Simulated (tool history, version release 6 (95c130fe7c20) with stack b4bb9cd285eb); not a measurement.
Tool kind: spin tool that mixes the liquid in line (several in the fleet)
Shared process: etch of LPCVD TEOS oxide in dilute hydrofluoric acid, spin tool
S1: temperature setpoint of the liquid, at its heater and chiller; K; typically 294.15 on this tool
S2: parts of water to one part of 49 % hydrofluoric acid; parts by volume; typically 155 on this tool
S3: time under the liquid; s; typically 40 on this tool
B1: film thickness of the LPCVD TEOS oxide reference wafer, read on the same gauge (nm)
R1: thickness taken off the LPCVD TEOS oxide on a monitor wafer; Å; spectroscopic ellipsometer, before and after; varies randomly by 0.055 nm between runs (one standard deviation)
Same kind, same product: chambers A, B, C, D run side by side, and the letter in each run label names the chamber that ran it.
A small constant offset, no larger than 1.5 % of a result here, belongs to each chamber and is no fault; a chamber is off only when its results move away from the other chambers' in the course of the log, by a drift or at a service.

run	hour	S1	S2	S3	B1	R1
1D	7.4	294.15	155	40	29.937	62.333
2A	13.0	294.15	155	40	30.025	62.118
# hour 18.0: chamber A: hydrofluoric acid flow meter replaced
3C	21.2	294.15	155	40	30.012	61.251
4B	26.1	294.15	155	40	29.941	62.203
# hour 31.8: chamber C: hydrofluoric acid flow meter replaced
5D	33.0	294.15	155	40	30.032	60.805
6A	38.9	294.15	155	40	29.998	62.512
7C	42.8	294.15	155	40	29.983	61.830
8B	51.2	294.15	155	40	29.988	61.421
9B	54.8	294.15	155	40	29.954	61.935
10D	59.3	294.15	85	30	29.995	91.317
11A	64.1	294.15	85	30	29.977	93.040
12C	68.6	294.15	85	30	30.011	90.641
13C	73.8	294.15	85	30	29.987	88.632
14B	82.0	294.15	230	20	29.982	19.575
15D	87.1	294.15	230	20	29.998	18.391
16A	93.1	294.15	230	20	30.048	19.835
17D	97.5	294.15	230	20	30.014	18.617
18A	101.2	294.15	155	40	30.023	62.057
# hour 101.8: chamber D: hydrofluoric acid flow meter replaced
19B	107.3	294.15	155	40	29.977	62.675
20C	115.2	294.15	155	40	29.980	62.206
21C	122.6	294.15	155	40	29.997	61.727
22A	126.4	294.15	155	40	30.023	61.681
23B	133.9	294.15	155	40	29.994	61.882
24D	138.6	294.15	155	40	29.951	58.228
25A	144.8	294.15	155	60	29.992	93.666
26D	151.3	294.15	155	60	29.991	87.598
27C	158.5	294.15	155	60	30.008	91.648

All chambers now run identical settings, listed one chamber a line with results as question marks. What results will each chamber show?
28A	164.5	294.15	155	25		?
28B	164.5	294.15	155	25		?
28C	164.5	294.15	155	25		?
28D	164.5	294.15	155	25		?

run	R1
28A	38.714
28B	38.301
28C	38.267
28D	35.967

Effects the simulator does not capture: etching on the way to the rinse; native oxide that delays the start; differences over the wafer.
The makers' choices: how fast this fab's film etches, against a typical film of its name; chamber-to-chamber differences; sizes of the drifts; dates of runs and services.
